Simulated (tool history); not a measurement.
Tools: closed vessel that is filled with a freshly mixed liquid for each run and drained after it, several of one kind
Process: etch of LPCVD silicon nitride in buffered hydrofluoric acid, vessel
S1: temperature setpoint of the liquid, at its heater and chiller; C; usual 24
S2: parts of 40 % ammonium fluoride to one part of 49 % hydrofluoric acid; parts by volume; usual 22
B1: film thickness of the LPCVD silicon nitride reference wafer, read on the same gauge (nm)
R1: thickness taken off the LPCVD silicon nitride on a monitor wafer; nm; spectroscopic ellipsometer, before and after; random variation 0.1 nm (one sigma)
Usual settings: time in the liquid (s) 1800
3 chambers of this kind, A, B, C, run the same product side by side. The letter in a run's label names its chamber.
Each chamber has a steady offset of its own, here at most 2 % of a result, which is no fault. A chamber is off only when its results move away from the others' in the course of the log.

run 1A hour=5.1 | S1=24 S2=22 time_in_the_liquid_(s)=1800 | B1=70.008 | R1=11.980
run 2C hour=11.5 | S1=24 S2=22 time_in_the_liquid_(s)=1800 | B1=70.018 | R1=11.825
run 3B hour=18.1 | S1=24 S2=22 time_in_the_liquid_(s)=1800 | B1=70.009 | R1=11.616
run 4A hour=26.0 | S1=24 S2=22 time_in_the_liquid_(s)=1800 | B1=69.997 | R1=12.054
run 5C hour=35.3 | S1=24 S2=22 time_in_the_liquid_(s)=1800 | B1=69.963 | R1=11.805
run 6B hour=45.7 | S1=24 S2=22 time_in_the_liquid_(s)=1800 | B1=69.967 | R1=11.970
run 7A hour=50.5 | S1=24 S2=22 time_in_the_liquid_(s)=1800 | B1=69.974 | R1=12.261
run 8B hour=60.0 | S1=24 S2=22 time_in_the_liquid_(s)=1800 | B1=69.976 | R1=11.795
run 9C hour=65.5 | S1=24 S2=22 time_in_the_liquid_(s)=1800 | B1=70.010 | R1=11.662
run 10A hour=74.5 | S1=24 S2=22 time_in_the_liquid_(s)=2695 | B1=70.022 | R1=18.375
run 11B hour=80.7 | S1=24 S2=22 time_in_the_liquid_(s)=2695 | B1=69.986 | R1=17.897
run 12C hour=88.0 | S1=24 S2=22 time_in_the_liquid_(s)=2695 | B1=69.974 | R1=17.670
run 13B hour=96.8 | S1=24 S2=22 time_in_the_liquid_(s)=1800 | B1=69.996 | R1=11.851
run 14A hour=103.4 | S1=24 S2=22 time_in_the_liquid_(s)=1800 | B1=70.033 | R1=12.116
run 15C hour=113.1 | S1=24 S2=22 time_in_the_liquid_(s)=1800 | B1=69.995 | R1=11.848
run 16B hour=123.9 | S1=24 S2=22 time_in_the_liquid_(s)=1800 | B1=69.997 | R1=11.850
run 17A hour=131.1 | S1=24 S2=22 time_in_the_liquid_(s)=1800 | B1=70.011 | R1=12.065
run 18C hour=135.8 | S1=24 S2=22 time_in_the_liquid_(s)=1800 | B1=69.998 | R1=11.839
run 19C hour=145.5 | S1=24 S2=22 time_in_the_liquid_(s)=1800 | B1=69.980 | R1=11.652
run 20B hour=153.0 | S1=24 S2=22 time_in_the_liquid_(s)=1800 | B1=69.995 | R1=12.204
run 21A hour=159.6 | S1=24 S2=22 time_in_the_liquid_(s)=1800 | B1=69.987 | R1=12.128
run 22B hour=164.8 | S1=24 S2=22 time_in_the_liquid_(s)=1800 | B1=70.009 | R1=12.344
run 23A hour=173.7 | S1=24 S2=22 time_in_the_liquid_(s)=1800 | B1=69.996 | R1=12.112
run 24C hour=183.6 | S1=24 S2=22 time_in_the_liquid_(s)=1800 | B1=70.008 | R1=11.988
run 25B hour=193.6 | S1=24 S2=22 time_in_the_liquid_(s)=1800 | B1=70.015 | R1=12.301
run 26A hour=198.8 | S1=24 S2=22 time_in_the_liquid_(s)=1800 | B1=70.019 | R1=12.058
run 27C hour=205.4 | S1=24 S2=22 time_in_the_liquid_(s)=1800 | B1=69.998 | R1=11.776
run 28A hour=211.6 | S1=24 S2=22 time_in_the_liquid_(s)=1800 | B1=70.014 | R1=11.956
run 29C hour=220.6 | S1=24 S2=22 time_in_the_liquid_(s)=1800 | B1=69.946 | R1=11.799
run 30B hour=228.7 | S1=24 S2=22 time_in_the_liquid_(s)=1800 | B1=70.008 | R1=12.523

What goes on in this fleet: one chamber off, a drifting gauge, or nothing beyond the chambers' own small offsets? Name the chamber and the cause, if any.

Chamber B drifts away from the others.
Cause: liquid hotter than its thermometer reads (K) = 0.965.
The log may not tell that from: hydrofluoric acid flow above the setpoint (%).

Here are 4 candidates for chamber B's next run, each the usual settings with a change, their results left as question marks. Which one brings its results back in line with what the others give on the usual settings?
In line means no further than this from the other chambers' mean on the usual settings: R1 0.360 nm
run 31B-1 hour=236.5 | S1=23.5 S2=22.0 time_in_the_liquid_(s)=1675 | R1=?
run 31B-2 hour=236.5 | S1=24.0 S2=21.5 time_in_the_liquid_(s)=1935 | R1=?
run 31B-3 hour=236.5 | S1=24.0 S2=22.0 time_in_the_liquid_(s)=1855 | R1=?
run 31B-4 hour=236.5 | S1=24.0 S2=22.5 time_in_the_liquid_(s)=1735 | R1=?

The other chambers' mean on the usual settings: R1 11.969 nm
run=31B-1 R1=11.328
run=31B-2 R1=13.654
run=31B-3 R1=12.885
run=31B-4 R1=11.867
31B-4 brings the chamber back in line.

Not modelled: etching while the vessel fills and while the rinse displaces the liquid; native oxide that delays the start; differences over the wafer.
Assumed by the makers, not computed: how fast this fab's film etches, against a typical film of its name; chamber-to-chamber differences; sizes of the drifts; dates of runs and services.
